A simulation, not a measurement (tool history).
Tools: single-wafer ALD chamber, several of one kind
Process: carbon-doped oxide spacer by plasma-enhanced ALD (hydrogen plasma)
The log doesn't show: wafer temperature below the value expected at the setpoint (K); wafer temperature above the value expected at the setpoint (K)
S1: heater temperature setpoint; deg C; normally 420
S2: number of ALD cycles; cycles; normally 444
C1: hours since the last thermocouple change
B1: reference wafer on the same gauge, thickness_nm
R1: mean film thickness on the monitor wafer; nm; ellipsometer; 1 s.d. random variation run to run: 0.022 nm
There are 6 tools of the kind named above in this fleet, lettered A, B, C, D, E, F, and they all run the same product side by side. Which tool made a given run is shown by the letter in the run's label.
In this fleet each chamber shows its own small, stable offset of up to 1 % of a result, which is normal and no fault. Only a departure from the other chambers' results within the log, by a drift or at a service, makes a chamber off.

Run 1E, hour 3.8: usual settings; C1 1463.2; B1 17.804. Result: R1 20.990 nm.
Run 2C, hour 8.9: usual settings; C1 2474.3; B1 17.799. Result: R1 20.915 nm.
Run 3B, hour 12.5: usual settings; C1 1281.3; B1 17.797. Result: R1 20.754 nm.
Run 4A, hour 17.1: usual settings; C1 285.8; B1 17.799. Result: R1 20.713 nm.
Run 5D, hour 24.4: usual settings; C1 1274.0; B1 17.791. Result: R1 20.812 nm.
Run 6F, hour 30.4: usual settings but S1 425 deg C, S2 390 cycles; C1 1745.7; B1 17.790. Result: R1 18.061 nm.
Run 7C, hour 34.2: usual settings but S1 425 deg C, S2 390 cycles; C1 2499.6; B1 17.793. Result: R1 18.062 nm.
Run 8A, hour 38.9: usual settings but S1 425 deg C, S2 390 cycles; C1 307.6; B1 17.790. Result: R1 17.899 nm.
Run 9E, hour 43.8: usual settings but S1 425 deg C, S2 390 cycles; C1 1503.2; B1 17.793. Result: R1 18.114 nm.
Run 10B, hour 47.5: usual settings but S1 425 deg C, S2 390 cycles; C1 1316.3; B1 17.787. Result: R1 17.949 nm.
Run 11F, hour 54.7: usual settings but S1 425 deg C, S2 390 cycles; C1 1770.0; B1 17.780. Result: R1 18.008 nm.
Run 12D, hour 61.5: usual settings; C1 1311.1; B1 17.786. Result: R1 20.813 nm.
Run 13D, hour 65.4: usual settings; C1 1315.0; B1 17.784. Result: R1 20.825 nm.
Run 14C, hour 70.9: usual settings; C1 2536.3; B1 17.781. Result: R1 20.914 nm.
Run 15F, hour 76.7: usual settings but S2 389 cycles; C1 1792.0; B1 17.777. Result: R1 18.286 nm.
Run 16B, hour 80.4: usual settings but S2 389 cycles; C1 1349.2; B1 17.773. Result: R1 18.160 nm.
Run 17E, hour 87.6: usual settings but S2 389 cycles; C1 1547.0; B1 17.771. Result: R1 18.389 nm.
Run 18A, hour 94.7: usual settings but S2 389 cycles; C1 363.4; B1 17.776. Result: R1 18.137 nm.
Run 19F, hour 101.9: usual settings but S2 389 cycles; C1 1817.2; B1 17.776. Result: R1 18.311 nm.
Run 20E, hour 109.6: usual settings but S2 389 cycles; C1 1569.0; B1 17.767. Result: R1 18.321 nm.
Run 21B, hour 115.9: usual settings; C1 1384.7; B1 17.770. Result: R1 20.726 nm.
Run 22C, hour 122.7: usual settings but S1 428 deg C; C1 2588.1; B1 17.761. Result: R1 20.296 nm.
Run 23A, hour 126.2: usual settings but S1 428 deg C; C1 394.9; B1 17.767. Result: R1 20.178 nm.
Run 24D, hour 129.8: usual settings but S1 428 deg C; C1 1379.4; B1 17.757. Result: R1 20.261 nm.
Run 25D, hour 136.8: usual settings but S1 428 deg C; C1 1386.4; B1 17.760. Result: R1 20.290 nm.
Run 26B, hour 141.7: usual settings but S1 428 deg C; C1 1410.5; B1 17.759. Result: R1 20.182 nm.
Run 27C, hour 147.4: usual settings but S1 428 deg C; C1 2612.8; B1 17.757. Result: R1 20.319 nm.
Run 28A, hour 154.8: usual settings; C1 423.5; B1 17.753. Result: R1 20.673 nm.
Run 29F, hour 158.4: usual settings; C1 1873.7; B1 17.753. Result: R1 20.825 nm.
Run 30E, hour 164.6: usual settings but S1 430 deg C, S2 525 cycles; C1 1624.0; B1 17.750. Result: R1 24.004 nm.
Run 31B, hour 168.0: usual settings but S1 430 deg C, S2 525 cycles; C1 1436.8; B1 17.747. Result: R1 23.699 nm.
Run 32F, hour 172.2: usual settings but S1 430 deg C, S2 525 cycles; C1 1887.5; B1 17.751. Result: R1 23.926 nm.
Run 33D, hour 179.1: usual settings but S1 430 deg C, S2 525 cycles; C1 1428.7; B1 17.744. Result: R1 23.809 nm.
Run 34C, hour 186.8: usual settings but S1 430 deg C, S2 525 cycles; C1 2652.2; B1 17.746. Result: R1 23.847 nm.
Run 35E, hour 193.1: usual settings but S1 430 deg C, S2 525 cycles; C1 1652.5; B1 17.740. Result: R1 23.916 nm.
Run 36A, hour 197.1: usual settings but S1 430 deg C, S2 409 cycles; C1 465.8; B1 17.739. Result: R1 18.430 nm.
Run 37A, hour 202.9: usual settings but S1 430 deg C, S2 409 cycles; C1 471.6; B1 17.743. Result: R1 18.413 nm.
Run 38B, hour 210.6: usual settings but S1 430 deg C, S2 409 cycles; C1 1479.4; B1 17.735. Result: R1 18.460 nm.
Run 39C, hour 217.4: usual settings but S1 430 deg C, S2 409 cycles; C1 2682.8; B1 17.733. Result: R1 18.605 nm.
Run 40D, hour 225.0: usual settings but S1 430 deg C, S2 409 cycles; C1 1474.6; B1 17.732. Result: R1 18.521 nm.
Run 41F, hour 228.4: usual settings but S1 430 deg C, S2 409 cycles; C1 1943.7; B1 17.732. Result: R1 18.581 nm.
Run 42E, hour 235.1: usual settings; C1 1694.5; B1 17.730. Result: R1 20.889 nm.
Run 43A, hour 240.1: usual settings; C1 508.8; B1 17.732. Result: R1 20.692 nm.
Run 44B, hour 243.8: usual settings; C1 1512.6; B1 17.725. Result: R1 20.661 nm.

Read the log: is a single chamber off, either drifting away or since a service, is the gauge that measures every chamber drifting, or is nothing wrong beyond small per-chamber offsets? Name any odd chamber and what most likely caused it.

Gauge drift. The chambers move together only on paper, and none stands off.
Cause: gauge reads low (%) = 0.423.

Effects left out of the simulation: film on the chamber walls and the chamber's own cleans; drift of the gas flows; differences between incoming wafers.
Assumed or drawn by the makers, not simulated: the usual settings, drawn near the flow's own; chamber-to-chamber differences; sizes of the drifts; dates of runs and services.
